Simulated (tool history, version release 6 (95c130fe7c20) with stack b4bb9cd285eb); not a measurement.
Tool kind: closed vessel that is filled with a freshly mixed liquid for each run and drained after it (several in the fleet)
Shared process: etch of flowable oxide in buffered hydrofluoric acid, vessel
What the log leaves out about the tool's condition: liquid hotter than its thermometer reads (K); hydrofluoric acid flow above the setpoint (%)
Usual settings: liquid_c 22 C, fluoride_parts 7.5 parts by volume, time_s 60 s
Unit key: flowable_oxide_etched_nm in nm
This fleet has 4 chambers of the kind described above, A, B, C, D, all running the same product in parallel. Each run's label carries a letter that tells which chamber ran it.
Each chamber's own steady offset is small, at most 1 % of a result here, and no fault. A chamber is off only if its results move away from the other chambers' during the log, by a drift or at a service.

run	hour	liquid_c	fluoride_parts	time_s	hours since the thermometer was replaced	hours since the hydrofluoric acid flow meter was replaced	read-back film thickness of the flowable oxide reference wafer, read on the same gauge (nm)	flowable_oxide_etched_nm
1B	3	22	7.5	60	36.5	123.2	129.97	317.45
2C	5.4	22	7.5	60	637.5	26.2	129.99	322.6
3D	9	22	7.5	60	884.9	899.7	129.99	326.69
4A	12.1	22	7.5	60	418.9	522.5	130.01	317.49
5A	14.6	22	9.5	90	421.4	525	130.04	380.29
6C	18.3	22	9.5	90	650.4	39.1	130.01	385.28
7B	22.4	22	9.5	90	55.9	142.6	130.03	381.34
8D	24.5	22	9.5	90	900.4	915.2	130.03	381.7
9A	29.2	22	7.5	60	436	539.6	129.94	317.08
10C	32.9	22	7.5	60	665	53.7	130.05	324.95
11B	37.3	22	7.5	60	70.8	157.5	129.97	320.26
12D	41.4	20	7.5	85	917.3	932.1	130.03	409.68
# hour 45.4: chamber D: hydrofluoric acid flow meter replaced
13B	45.8	20	7.5	85	79.3	166	129.97	404.16
14A	48.1	20	7.5	85	454.9	558.5	130.03	403.77
15D	50.5	20	7.5	85	926.4	5.2	130.02	409.69
16C	54.7	22	7.5	60	686.8	75.5	130	324.85
17A	58.8	22	7.5	60	465.6	569.2	130.03	317.59
18B	62.1	22	7.5	60	95.6	182.3	129.97	318.04
19D	65.3	22	7.5	60	941.2	20	130.02	323.04
20C	69	22	7.5	60	701.1	89.8	129.98	321.57
21A	73.8	22	7.5	60	480.6	584.2	130.01	320.58
22C	76.3	22	7.5	60	708.4	97.1	130.03	321.65
23B	79.5	22	7.5	60	113	199.7	130.01	321.19
24D	81.9	22	7.5	60	957.8	36.6	130.04	321.55
25D	86.8	22	7.5	60	962.7	41.5	130.01	319.96
26A	89.2	22	6.5	30	496	599.6	130.02	183.13
27B	92.5	22	6.5	30	126	212.7	130.03	183.19
28C	96.8	22	6.5	30	728.9	117.6	130.02	185.25
29A	99.5	22	6.5	30	506.3	609.9	129.95	183.98
30B	103.7	22	7.5	60	137.2	223.9	130.03	320.01
31C	107.1	22	7.5	60	739.2	127.9	129.98	325.56
32D	109.4	22	7.5	60	985.3	64.1	130.07	319.94
33C	112.7	22	7.5	60	744.8	133.5	129.98	323.96
34A	115.2	17	7.5	50	522	625.6	130.05	200.3

All chambers now run identical settings, listed one chamber a line with results as question marks. What results will each chamber show?
35A	118.8	25.5	7.5	60				?
35B	118.8	25.5	7.5	60				?
35C	118.8	25.5	7.5	60				?
35D	118.8	25.5	7.5	60				?

run	flowable_oxide_etched_nm
35A	384.49
35B	383.57
35C	391.31
35D	387.41
